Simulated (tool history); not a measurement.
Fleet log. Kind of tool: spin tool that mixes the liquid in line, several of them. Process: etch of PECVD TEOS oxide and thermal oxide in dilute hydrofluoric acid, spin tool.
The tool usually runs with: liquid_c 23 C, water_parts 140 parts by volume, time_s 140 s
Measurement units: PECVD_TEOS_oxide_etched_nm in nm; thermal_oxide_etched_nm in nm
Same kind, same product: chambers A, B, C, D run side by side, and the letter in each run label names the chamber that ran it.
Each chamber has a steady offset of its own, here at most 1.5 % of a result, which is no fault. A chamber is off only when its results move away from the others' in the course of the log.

run	hour	liquid_c	water_parts	time_s	hours since the thermometer was replaced	hours since the hydrofluoric acid flow meter was replaced	read-back film thickness of the PECVD TEOS oxide reference wafer, read on the same gauge (nm)	read-back film thickness of the thermal oxide reference wafer, read on the same gauge (nm)	PECVD_TEOS_oxide_etched_nm	thermal_oxide_etched_nm
1D	6.0	23	140	140	1860.7	418.8	39.995	139.99	14.1100	4.1376
2B	11.3	23	140	140	1411.2	428.2	39.983	139.99	14.0040	4.1814
3C	15.8	23	140	140	180.8	479.0	40.038	139.99	13.8920	4.1253
4A	21.0	23	140	140	624.2	723.1	39.998	140.00	14.1080	4.1259
5A	26.5	23	140	140	629.7	728.6	39.987	140.01	14.0040	4.1343
6B	30.6	23	140	140	1430.5	447.5	40.004	139.99	14.2520	4.2557
# hour 34.2: chamber A: thermometer replaced
7C	37.5	20	195	140	202.5	500.7	40.008	139.97	8.4654	2.5389
8D	43.4	20	195	140	1898.1	456.2	40.044	139.93	8.5372	2.4775
9D	49.6	20	195	140	1904.3	462.4	39.987	140.02	8.4059	2.4720
10B	53.3	20	195	140	1453.2	470.2	40.002	139.98	8.7514	2.5989
11C	58.4	23	140	140	223.4	521.6	39.991	139.96	13.8560	4.1391
12A	64.1	23	140	140	29.9	766.2	40.006	139.96	14.0590	4.1515
13B	69.4	23	140	140	1469.3	486.3	40.012	139.97	14.5780	4.3099
14D	75.2	23	140	140	1929.9	488.0	39.958	140.01	14.0880	4.1098
15A	79.8	23	140	140	45.6	781.9	39.984	140.02	13.9930	4.1113
16C	86.1	23	140	140	251.1	549.3	40.015	140.02	13.9410	4.0818
17A	92.3	23	140	140	58.1	794.4	39.977	140.01	14.0190	4.1498
18C	96.1	19	205	140	261.1	559.3	40.017	139.97	7.6057	2.3115
19B	102.7	19	205	140	1502.6	519.6	40.033	139.97	8.1185	2.3814
20D	106.2	19	205	140	1960.9	519.0	39.995	139.97	7.7206	2.2604
21D	111.0	19	205	140	1965.7	523.8	40.004	140.00	7.6430	2.2165
22A	115.4	23	140	140	81.2	817.5	40.008	139.98	14.0130	4.1995
23B	119.8	23	140	140	1519.7	536.7	39.996	139.98	15.0300	4.4619
24C	124.5	23	140	140	289.5	587.7	39.986	140.04	13.9310	4.1173
25B	128.6	23	140	140	1528.5	545.5	39.986	140.03	15.0500	4.4719
26C	133.2	23	140	140	298.2	596.4	40.039	139.99	14.0220	4.1835

All chambers now run identical settings, listed one chamber a line with results as question marks. What results will each chamber show?
27A	138.6	23	140	115					?	?
27B	138.6	23	140	115					?	?
27C	138.6	23	140	115					?	?
27D	138.6	23	140	115					?	?

run	PECVD_TEOS_oxide_etched_nm	thermal_oxide_etched_nm
27A	11.4960	3.3714
27B	12.4970	3.7014
27C	11.4490	3.4407
27D	11.5770	3.3808
